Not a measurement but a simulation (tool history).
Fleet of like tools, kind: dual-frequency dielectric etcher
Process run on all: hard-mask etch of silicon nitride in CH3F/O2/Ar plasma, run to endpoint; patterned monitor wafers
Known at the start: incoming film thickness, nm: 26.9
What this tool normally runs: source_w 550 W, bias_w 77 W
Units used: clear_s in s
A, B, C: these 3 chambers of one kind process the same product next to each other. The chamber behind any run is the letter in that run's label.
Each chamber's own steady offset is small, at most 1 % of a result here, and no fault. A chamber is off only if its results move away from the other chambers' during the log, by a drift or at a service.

run    day  source_w  bias_w  hours since the last wet clean  hours since the last source power generator calibration  hours since the last bias power generator calibration  clear_s
 1A   0.45       550      77                             488                                                      218                                                  696.5   33.618
 2B  0.804       550      77                           423.8                                                     22.2                                                 5023.6   33.985
 3C  1.204       550      77                           564.6                                                   2422.7                                                 1079.4   33.638
 4C  1.425       550      77                           569.9                                                     2428                                                 1084.7   33.427
 5A  1.871       550      77                           522.1                                                    252.1                                                  730.6   33.362
 6B  2.112       550      77                           455.2                                                     53.6                                                   5055   33.881
 7C  2.542       550      77                           596.7                                                   2454.8                                                 1111.5   33.372
 8A  2.788       550      77                           544.1                                                    274.1                                                  752.6   33.774
     3.038  -- chamber A: wet clean of the chamber
      3.05  -- chamber C: wet clean of the chamber
 9B  3.079       550      77                           478.4                                                     76.8                                                 5078.2   33.984
10C  3.488       550      77                            10.6                                                   2477.5                                                 1134.2   35.471
11A  3.688       550      93                            15.7                                                    295.7                                                  774.2   31.402
12B  4.088       550      93                           502.6                                                      101                                                 5102.4    31.74
13A  4.288       550      93                            30.1                                                    310.1                                                  788.6   31.376
14B    4.5       550      77                           512.5                                                    110.9                                                 5112.3    33.91
15C    4.7       550      77                            39.7                                                   2506.6                                                 1163.3   35.068
16C  5.067       420      77                            48.5                                                   2515.4                                                 1172.1   38.892
     5.412  -- chamber B: bias power generator calibrated
17B  5.412       420      77                           534.4                                                    132.8                                                    0.1   37.777
18A  5.679       420      77                            63.5                                                    343.5                                                    822       37
19A  5.929       550      77                            69.5                                                    349.5                                                    828   33.311
20B  6.275       550      77                           555.1                                                    153.5                                                   20.8   33.871
21C  6.633       550      91                            86.1                                                     2553                                                 1209.7   33.143
22C  6.883       550      91                            92.1                                                     2559                                                 1215.7     33.3
23B  7.271       550      91                             579                                                    177.4                                                   44.7    32.11
24A  7.717       550      77                           112.4                                                    392.4                                                  870.9   33.664
25B  7.942       550      77                           595.1                                                    193.5                                                   60.8   33.774
26C  8.283       550      77                           125.7                                                   2592.6                                                 1249.3   35.215
27A  8.633       550      77                           134.4                                                    414.4                                                  892.9   33.816
28A  8.925       550      77                           141.4                                                    421.4                                                  899.9   33.772

Does one chamber stand apart from the rest, does the shared gauge drift, or is all well apart from small per-chamber offsets? Give the chamber and the most likely cause, where there is one.

A service on chamber C put it out of line with the rest.
Cause: etch rate under this chamber's usual, % = 4.89.

Chamber C could run next with any of the 4 candidate recipes listed below; each alters the usual settings, and their results appear as question marks. Which one brings its results back in line with what the other chambers deliver on the usual settings?
Counts as in line when no further than this from what the other chambers average on the usual settings: clear_s 0.49 s
29C-1  9.25       550      87                                                                                                                                                        ?
29C-2  9.25       480      70                                                                                                                                                        ?
29C-3  9.25       550      99                                                                                                                                                        ?
29C-4  9.25       490      77                                                                                                                                                        ?

The mean the other chambers reach with the usual settings: clear_s 33.706 s
  run  clear_s
29C-1   33.763
29C-2    38.29
29C-3   32.273
29C-4   36.794
29C-1 brings the chamber back in line.

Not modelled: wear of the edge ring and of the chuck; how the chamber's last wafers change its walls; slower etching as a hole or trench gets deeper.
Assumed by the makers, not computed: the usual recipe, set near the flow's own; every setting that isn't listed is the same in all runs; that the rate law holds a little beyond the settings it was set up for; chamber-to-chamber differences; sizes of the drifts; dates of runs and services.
